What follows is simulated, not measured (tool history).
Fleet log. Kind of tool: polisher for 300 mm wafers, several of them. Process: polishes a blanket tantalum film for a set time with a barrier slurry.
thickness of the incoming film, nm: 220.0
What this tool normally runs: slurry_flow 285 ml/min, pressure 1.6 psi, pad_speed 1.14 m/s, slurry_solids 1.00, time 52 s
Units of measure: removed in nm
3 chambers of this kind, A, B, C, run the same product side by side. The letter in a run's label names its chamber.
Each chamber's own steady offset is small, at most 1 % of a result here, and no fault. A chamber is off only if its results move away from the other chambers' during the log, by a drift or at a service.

-- day=0.117 chamber A: worn pad replaced by a new one
run 1B day=0.221 | slurry_flow=285 pressure=1.6 pad_speed=1.14 slurry_solids=1.00 time=52 | removed=70.380
run 2A day=0.396 | slurry_flow=285 pressure=1.6 pad_speed=1.14 slurry_solids=1.00 time=52 | removed=71.772
run 3C day=0.550 | slurry_flow=285 pressure=1.6 pad_speed=1.14 slurry_solids=1.00 time=52 | removed=69.561
run 4B day=0.829 | slurry_flow=285 pressure=1.6 pad_speed=1.14 slurry_solids=1.00 time=52 | removed=69.672
-- day=0.912 chamber C: head pressure recalibrated
-- day=1.000 chamber C: worn pad replaced by a new one
run 5C day=1.121 | slurry_flow=285 pressure=1.6 pad_speed=1.14 slurry_solids=1.00 time=52 | removed=72.013
run 6A day=1.271 | slurry_flow=285 pressure=1.6 pad_speed=1.14 slurry_solids=1.00 time=52 | removed=72.073
run 7C day=1.538 | slurry_flow=285 pressure=1.6 pad_speed=1.14 slurry_solids=1.00 time=52 | removed=71.428
run 8B day=1.742 | slurry_flow=285 pressure=1.6 pad_speed=1.14 slurry_solids=1.20 time=52 | removed=73.841
-- day=1.804 chamber B: worn pad replaced by a new one
run 9A day=1.904 | slurry_flow=285 pressure=1.6 pad_speed=1.14 slurry_solids=1.20 time=52 | removed=74.686
-- day=2.162 chamber A: head pressure recalibrated
run 10A day=2.217 | slurry_flow=285 pressure=1.6 pad_speed=1.14 slurry_solids=1.20 time=52 | removed=73.771
run 11B day=2.367 | slurry_flow=285 pressure=1.6 pad_speed=1.14 slurry_solids=1.00 time=52 | removed=70.765
-- day=2.467 chamber B: slurry blender recalibrated
run 12C day=2.608 | slurry_flow=285 pressure=1.6 pad_speed=1.14 slurry_solids=1.00 time=52 | removed=70.334
run 13A day=2.833 | slurry_flow=285 pressure=1.6 pad_speed=1.14 slurry_solids=1.00 time=52 | removed=71.493
run 14C day=3.083 | slurry_flow=285 pressure=1.6 pad_speed=1.14 slurry_solids=1.00 time=52 | removed=69.964
run 15B day=3.238 | slurry_flow=285 pressure=1.6 pad_speed=1.14 slurry_solids=1.00 time=52 | removed=70.169
run 16B day=3.517 | slurry_flow=285 pressure=1.6 pad_speed=1.14 slurry_solids=1.00 time=52 | removed=69.290
-- day=3.617 chamber A: worn pad replaced by a new one
-- day=3.746 chamber B: worn pad replaced by a new one
run 17C day=3.783 | slurry_flow=255 pressure=1.6 pad_speed=1.14 slurry_solids=1.00 time=52 | removed=69.167
run 18A day=3.938 | slurry_flow=255 pressure=1.6 pad_speed=1.14 slurry_solids=1.00 time=52 | removed=70.773
-- day=4.208 chamber C: worn pad replaced by a new one
run 19B day=4.242 | slurry_flow=255 pressure=1.6 pad_speed=1.14 slurry_solids=1.00 time=52 | removed=68.897
run 20C day=4.442 | slurry_flow=285 pressure=1.6 pad_speed=1.14 slurry_solids=1.00 time=52 | removed=69.063
run 21A day=4.675 | slurry_flow=285 pressure=1.6 pad_speed=1.14 slurry_solids=1.00 time=52 | removed=71.413
run 22B day=4.929 | slurry_flow=285 pressure=1.6 pad_speed=1.14 slurry_solids=1.00 time=52 | removed=70.403
run 23A day=5.133 | slurry_flow=285 pressure=1.6 pad_speed=1.14 slurry_solids=1.00 time=52 | removed=70.201
run 24C day=5.338 | slurry_flow=285 pressure=1.6 pad_speed=1.14 slurry_solids=1.00 time=52 | removed=67.042
run 25C day=5.508 | slurry_flow=285 pressure=1.6 pad_speed=1.14 slurry_solids=1.00 time=52 | removed=67.628
run 26A day=5.779 | slurry_flow=285 pressure=1.6 pad_speed=1.14 slurry_solids=1.00 time=52 | removed=70.975
-- day=5.938 chamber B: slurry nozzle cleaned
run 27B day=6.025 | slurry_flow=285 pressure=1.6 pad_speed=1.14 slurry_solids=1.00 time=52 | removed=70.162
-- day=6.075 chamber B: worn pad replaced by a new one
run 28A day=6.212 | slurry_flow=285 pressure=1.6 pad_speed=1.14 slurry_solids=1.00 time=52 | removed=72.899
run 29C day=6.475 | slurry_flow=285 pressure=1.6 pad_speed=1.14 slurry_solids=1.00 time=52 | removed=66.931
-- day=6.588 chamber A: worn pad replaced by a new one
run 30B day=6.696 | slurry_flow=285 pressure=1.6 pad_speed=0.82 slurry_solids=0.75 time=52 | removed=46.325
run 31A day=6.846 | slurry_flow=285 pressure=1.6 pad_speed=0.82 slurry_solids=0.75 time=52 | removed=46.463
run 32C day=7.129 | slurry_flow=285 pressure=1.6 pad_speed=0.82 slurry_solids=0.75 time=52 | removed=42.559
run 33B day=7.383 | slurry_flow=285 pressure=1.6 pad_speed=1.14 slurry_solids=1.00 time=52 | removed=71.123
run 34A day=7.529 | slurry_flow=285 pressure=1.6 pad_speed=1.14 slurry_solids=1.00 time=52 | removed=71.211
-- day=7.758 chamber C: worn pad replaced by a new one
run 35B day=7.808 | slurry_flow=285 pressure=1.6 pad_speed=1.14 slurry_solids=1.00 time=52 | removed=70.549
run 36C day=8.100 | slurry_flow=285 pressure=1.6 pad_speed=0.82 slurry_solids=1.00 time=39 | removed=34.887
run 37B day=8.300 | slurry_flow=285 pressure=1.6 pad_speed=0.82 slurry_solids=1.00 time=39 | removed=38.154
run 38C day=8.462 | slurry_flow=285 pressure=1.6 pad_speed=0.82 slurry_solids=1.00 time=39 | removed=34.784

Is one chamber off against the others, does the gauge drift, or is nothing wrong? If a chamber is off, say which, and what the likeliest cause is.

It is chamber C that slowly wanders off from its peers.
Most likely cause: abrasive missing from the slurry, % = 26.8.
The log may not separate it from: head's pressure below its setpoint, %.

Here are 4 candidates for chamber C's next run, each the usual settings with a change, their results left as question marks. Which one brings its results back in line with what the others give on the usual settings?
In-line tolerance around the mean of the other chambers on the usual settings: removed 2.300 nm
run 39C-1 day=8.688 | slurry_flow=285 pressure=1.6 pad_speed=1.10 slurry_solids=1.00 time=52 | removed=?
run 39C-2 day=8.688 | slurry_flow=285 pressure=1.6 pad_speed=1.16 slurry_solids=1.00 time=53 | removed=?
run 39C-3 day=8.688 | slurry_flow=265 pressure=1.6 pad_speed=1.14 slurry_solids=0.80 time=52 | removed=?
run 39C-4 day=8.688 | slurry_flow=285 pressure=1.7 pad_speed=1.14 slurry_solids=1.00 time=54 | removed=?

Other chambers, usual settings, mean: removed 70.602 nm
run=39C-1 removed=61.911
run=39C-2 removed=66.568
run=39C-3 removed=58.605
run=39C-4 removed=70.874
It is 39C-4 that realigns the chamber with its peers.
